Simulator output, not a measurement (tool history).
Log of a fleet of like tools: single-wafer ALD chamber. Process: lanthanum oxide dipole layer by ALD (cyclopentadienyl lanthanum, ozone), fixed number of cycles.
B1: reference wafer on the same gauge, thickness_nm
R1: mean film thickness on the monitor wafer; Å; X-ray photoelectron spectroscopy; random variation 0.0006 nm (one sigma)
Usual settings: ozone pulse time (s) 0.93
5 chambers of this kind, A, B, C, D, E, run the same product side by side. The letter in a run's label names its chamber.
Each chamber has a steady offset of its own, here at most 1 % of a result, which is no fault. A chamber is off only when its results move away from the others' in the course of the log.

{"run": "1D", "hour": 6.1, "ozone pulse time (s)": 0.93, "B1": 0.46598, "R1": 4.8957}
{"run": "2E", "hour": 13.5, "ozone pulse time (s)": 0.93, "B1": 0.46574, "R1": 4.9014}
{"run": "3A", "hour": 18.3, "ozone pulse time (s)": 0.93, "B1": 0.46572, "R1": 4.861}
{"run": "4C", "hour": 23.9, "ozone pulse time (s)": 0.93, "B1": 0.46579, "R1": 4.9131}
{"run": "5B", "hour": 30.9, "ozone pulse time (s)": 0.93, "B1": 0.46566, "R1": 4.8408}
{"run": "6E", "hour": 38.0, "ozone pulse time (s)": 0.93, "B1": 0.46556, "R1": 4.9}
{"run": "7B", "hour": 45.4, "ozone pulse time (s)": 0.93, "B1": 0.46542, "R1": 4.8311}
{"run": "8C", "hour": 54.1, "ozone pulse time (s)": 0.93, "B1": 0.46534, "R1": 4.899}
{"run": "9D", "hour": 60.1, "ozone pulse time (s)": 0.93, "B1": 0.46544, "R1": 4.8906}
{"run": "10A", "hour": 67.8, "ozone pulse time (s)": 0.93, "B1": 0.46528, "R1": 4.8615}
{"run": "11A", "hour": 72.3, "ozone pulse time (s)": 0.93, "B1": 0.46527, "R1": 4.8534}
{"run": "12B", "hour": 81.1, "ozone pulse time (s)": 0.93, "B1": 0.46503, "R1": 4.8315}
{"run": "13C", "hour": 88.1, "ozone pulse time (s)": 1.24, "B1": 0.46504, "R1": 5.3054}
{"run": "14D", "hour": 94.7, "ozone pulse time (s)": 1.24, "B1": 0.46525, "R1": 5.3025}
{"run": "15E", "hour": 101.5, "ozone pulse time (s)": 1.24, "B1": 0.46491, "R1": 5.2959}
{"run": "16D", "hour": 106.0, "ozone pulse time (s)": 1.24, "B1": 0.46493, "R1": 5.3059}
{"run": "17E", "hour": 110.2, "ozone pulse time (s)": 1.24, "B1": 0.46498, "R1": 5.3066}
{"run": "18B", "hour": 115.8, "ozone pulse time (s)": 0.93, "B1": 0.46471, "R1": 4.8359}
{"run": "19C", "hour": 121.4, "ozone pulse time (s)": 0.93, "B1": 0.46478, "R1": 4.8962}
{"run": "20A", "hour": 130.1, "ozone pulse time (s)": 0.93, "B1": 0.46449, "R1": 4.8526}
{"run": "21B", "hour": 134.8, "ozone pulse time (s)": 0.93, "B1": 0.46455, "R1": 4.8208}
{"run": "22D", "hour": 139.9, "ozone pulse time (s)": 0.93, "B1": 0.46461, "R1": 4.871}
{"run": "23C", "hour": 145.4, "ozone pulse time (s)": 0.64, "B1": 0.46443, "R1": 4.1996}
{"run": "24E", "hour": 151.3, "ozone pulse time (s)": 0.64, "B1": 0.46431, "R1": 4.1774}
{"run": "25A", "hour": 158.9, "ozone pulse time (s)": 0.64, "B1": 0.46432, "R1": 4.1398}
{"run": "26C", "hour": 166.0, "ozone pulse time (s)": 0.64, "B1": 0.46422, "R1": 4.1991}
{"run": "27D", "hour": 170.2, "ozone pulse time (s)": 0.64, "B1": 0.46417, "R1": 4.156}
{"run": "28E", "hour": 179.1, "ozone pulse time (s)": 0.93, "B1": 0.46416, "R1": 4.884}
{"run": "29A", "hour": 186.4, "ozone pulse time (s)": 0.93, "B1": 0.46412, "R1": 4.8473}
{"run": "30B", "hour": 192.3, "ozone pulse time (s)": 1.27, "B1": 0.46384, "R1": 5.2432}
{"run": "31D", "hour": 199.0, "ozone pulse time (s)": 1.27, "B1": 0.46394, "R1": 5.3096}
{"run": "32C", "hour": 206.0, "ozone pulse time (s)": 1.27, "B1": 0.46379, "R1": 5.3263}
{"run": "33A", "hour": 211.3, "ozone pulse time (s)": 1.27, "B1": 0.46384, "R1": 5.2822}
{"run": "34E", "hour": 217.5, "ozone pulse time (s)": 1.27, "B1": 0.46374, "R1": 5.3281}

Next, every chamber runs the same settings. What will each give?
{"run": "35A", "hour": 224.1, "ozone pulse time (s)": 1.25, "R1": "?"}
{"run": "35B", "hour": 224.1, "ozone pulse time (s)": 1.25, "R1": "?"}
{"run": "35C", "hour": 224.1, "ozone pulse time (s)": 1.25, "R1": "?"}
{"run": "35D", "hour": 224.1, "ozone pulse time (s)": 1.25, "R1": "?"}
{"run": "35E", "hour": 224.1, "ozone pulse time (s)": 1.25, "R1": "?"}

run=35A R1=5.2526
run=35B R1=5.2283
run=35C R1=5.299
run=35D R1=5.2921
run=35E R1=5.2882
